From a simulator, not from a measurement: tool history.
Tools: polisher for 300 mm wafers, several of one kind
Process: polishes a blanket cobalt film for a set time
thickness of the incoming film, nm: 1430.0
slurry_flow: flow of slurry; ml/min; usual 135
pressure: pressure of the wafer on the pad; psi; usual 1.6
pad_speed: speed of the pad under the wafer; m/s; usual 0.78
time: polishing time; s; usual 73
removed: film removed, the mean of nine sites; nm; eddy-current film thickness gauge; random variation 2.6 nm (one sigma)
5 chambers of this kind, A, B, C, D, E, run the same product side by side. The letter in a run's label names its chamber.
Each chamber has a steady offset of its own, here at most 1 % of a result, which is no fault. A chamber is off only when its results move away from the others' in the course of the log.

run,day,slurry_flow,pressure,pad_speed,time,wafers polished on this pad,hours since the slurry nozzle was cleaned,hours since the head pressure was calibrated,removed
1E,0.154,135,1.6,0.78,73,597,562.3,808.8,234.75
# day 0.192: chamber C: worn pad replaced by a new one
2A,0.342,135,1.6,0.78,73,1007,418.5,349.2,231.87
3B,0.571,135,1.6,0.78,73,358,717.2,417.1,230.96
4D,0.762,135,1.6,0.78,73,246,181.9,102.3,231.11
# day 0.892: chamber A: worn pad replaced by a new one
5C,0.929,135,1.6,0.78,73,218,232.6,572.5,234.59
6E,1.125,135,1.6,0.78,73,883,585.6,832.1,233.41
# day 1.25: chamber B: worn pad replaced by a new one
# day 1.304: chamber E: worn pad replaced by a new one
7A,1.304,135,1.6,1.02,60,121,441.6,372.3,251.27
8D,1.538,135,1.6,1.02,60,474,200.5,120.9,252.32
# day 1.746: chamber B: slurry nozzle cleaned
9C,1.758,135,1.6,1.02,60,463,252.5,592.4,251.3
10B,1.988,135,1.6,1.02,60,217,5.8,451.1,253.96
11D,2.133,135,1.6,1.02,60,650,214.8,135.2,251.45
# day 2.188: chamber E: slurry nozzle cleaned
12A,2.317,135,1.6,0.78,73,420,465.9,396.6,234.71
13B,2.558,135,1.6,0.78,73,385,19.5,464.8,225.22
14E,2.708,135,1.6,0.78,73,415,12.5,870.1,234.85
# day 2.825: chamber B: worn pad replaced by a new one
15C,2.892,135,1.6,0.78,73,797,279.7,619.6,229.77
16B,3.058,135,1.6,0.78,73,69,31.5,476.8,232.37
17C,3.217,135,1.6,0.78,73,893,287.5,627.4,230.14
# day 3.35: chamber E: head pressure recalibrated
18E,3.417,135,1.6,0.78,73,623,29.5,1.7,256.04
19D,3.546,135,1.6,0.78,73,1067,248.7,169.1,236.51
# day 3.742: chamber C: worn pad replaced by a new one
20A,3.779,135,1.6,0.78,73,852,501,431.7,235.74
# day 3.838: chamber D: slurry nozzle cleaned
21D,3.912,135,1.6,0.78,73,1175,1.9,177.9,237.81
22C,4.029,135,1.6,0.78,73,85,307,646.9,234.23
# day 4.154: chamber E: worn pad replaced by a new one
23B,4.246,135,1.6,0.78,73,419,60,505.3,236.74
# day 4.308: chamber D: worn pad replaced by a new one
24A,4.433,135,1.6,0.78,73,1045,516.7,447.4,237.72
# day 4.512: chamber B: worn pad replaced by a new one
25E,4.688,135,1.6,0.78,73,158,60,32.2,256.43
26D,4.896,135,1.6,0.78,73,173,25.5,201.5,233.58
27C,5.142,135,1.6,0.78,73,413,333.7,673.6,228.63
28E,5.325,135,1.6,0.78,73,346,75.3,47.5,254.03
29A,5.55,135,1.6,0.78,73,1374,543.5,474.2,232.89
# day 5.642: chamber A: worn pad replaced by a new one
30B,5.704,135,1.6,0.78,73,352,95,540.3,235.91
31E,5.892,135,1.6,0.78,73,513,88.9,61.1,257.48
32A,6.025,135,1.6,0.78,73,114,554.9,485.6,240
33C,6.225,135,1.6,0.78,73,733,359.7,699.6,234.47
34B,6.392,135,1.6,0.78,73,555,111.5,556.8,230.68
35D,6.525,135,1.6,0.78,73,654,64.6,240.6,233.7
36E,6.688,135,1.6,0.78,73,748,108,80.2,258.3
37A,6.804,135,1.6,0.78,73,343,573.6,504.3,237.23
38C,6.942,135,1.6,0.78,73,944,376.9,716.8,235.76
39D,7.129,135,1.9,0.6,73,832,79.1,255.1,214.65

Is one chamber off against the others, does the gauge drift, or is nothing wrong? If a chamber is off, say which, and what the likeliest cause is.

A service left chamber E off against the others.
Cause: head's pressure above its setpoint, % = 9.28.

Here are 4 candidates for chamber E's next run, each the usual settings with a change, their results left as question marks. Which one brings its results back in line with what the others give on the usual settings?
In line means no further than this from the other chambers' mean on the usual settings: removed 9.2 nm
40E-1,7.312,135,1.7,0.78,76,,,,?
40E-2,7.312,135,1.5,0.76,73,,,,?
40E-3,7.312,135,1.6,0.78,72,,,,?
40E-4,7.312,135,1.6,0.78,74,,,,?

The other chambers' mean on the usual settings: removed 233.83 nm
run,removed
40E-1,282.77
40E-2,233.16
40E-3,251.91
40E-4,258.91
40E-2 brings the chamber back in line.

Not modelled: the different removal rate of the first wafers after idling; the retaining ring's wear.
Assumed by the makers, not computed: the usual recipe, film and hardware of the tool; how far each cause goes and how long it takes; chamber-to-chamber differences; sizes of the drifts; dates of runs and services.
